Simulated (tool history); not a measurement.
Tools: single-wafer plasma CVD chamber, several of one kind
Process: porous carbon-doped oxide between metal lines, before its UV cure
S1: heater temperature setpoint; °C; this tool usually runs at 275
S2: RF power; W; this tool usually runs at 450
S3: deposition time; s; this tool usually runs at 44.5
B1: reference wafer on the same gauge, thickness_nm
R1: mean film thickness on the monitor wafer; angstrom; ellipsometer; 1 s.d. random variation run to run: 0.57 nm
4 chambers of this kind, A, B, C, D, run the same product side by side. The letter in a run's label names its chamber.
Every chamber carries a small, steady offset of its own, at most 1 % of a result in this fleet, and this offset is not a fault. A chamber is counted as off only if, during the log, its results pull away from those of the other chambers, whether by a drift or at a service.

run    day   S1   S2    S3      B1      R1
 1B  0.204  275  450  44.5  248.98  2588.7
 2C  0.371  275  450  44.5  249.06  2564.0
 3A  0.579  275  450  44.5  248.91  2571.9
 4D  0.779  275  450  44.5  248.91  2574.3
 5D  1.038  275  450  44.5  249.04  2562.1
 6B  1.221  260  415  44.5  249.12  2688.2
 7A  1.492  260  415  44.5  248.99  2666.7
 8C  1.629  260  415  44.5  248.98  2652.3
 9D  1.871  260  415  44.5  248.91  2668.5
10A  2.071  275  450  44.5  249.04  2570.5
11C  2.250  275  450  40.3  248.93  2322.7
12B  2.458  275  450  40.3  248.86  2344.2
13B  2.704  275  450  40.3  249.11  2347.9
14C  2.904  275  450  40.3  249.16  2323.9
15D  3.042  275  450  44.5  248.97  2563.9
     3.225  -- chamber C: thermocouple changed; heater temperature recalibrated
16A  3.279  275  450  44.5  248.88  2566.2
17B  3.542  275  450  44.5  248.98  2582.4
18C  3.712  275  450  44.5  249.12  2632.7
19D  3.892  275  450  44.5  249.01  2576.2
20A  4.062  261  380  44.5  249.05  2474.1
21B  4.279  261  380  44.5  248.84  2486.6
22D  4.425  261  380  44.5  249.00  2474.4
23C  4.617  261  380  44.5  248.97  2542.5
24A  4.854  287  450  44.5  249.01  2384.1
25D  4.988  287  450  44.5  249.08  2379.1
26A  5.112  287  450  44.5  248.94  2372.4
27C  5.362  287  450  44.5  249.01  2433.2
28B  5.525  275  450  44.5  249.09  2589.4
29D  5.683  275  450  44.5  249.07  2569.8
30C  5.975  275  450  44.5  248.91  2629.1
31A  6.183  289  450  40.9  249.04  2163.7
32B  6.362  289  450  40.9  248.92  2177.5
33A  6.558  289  450  40.9  249.03  2164.6
34B  6.721  289  450  40.9  248.94  2180.4
35D  6.900  275  450  44.5  248.92  2575.8

All 4 chambers run these settings next. Forecast each chamber's results:
36A  7.108  275  485  44.5       ?
36B  7.108  275  485  44.5       ?
36C  7.108  275  485  44.5       ?
36D  7.108  275  485  44.5       ?

run      R1
36A  2704.0
36B  2723.3
36C  2767.6
36D  2718.6

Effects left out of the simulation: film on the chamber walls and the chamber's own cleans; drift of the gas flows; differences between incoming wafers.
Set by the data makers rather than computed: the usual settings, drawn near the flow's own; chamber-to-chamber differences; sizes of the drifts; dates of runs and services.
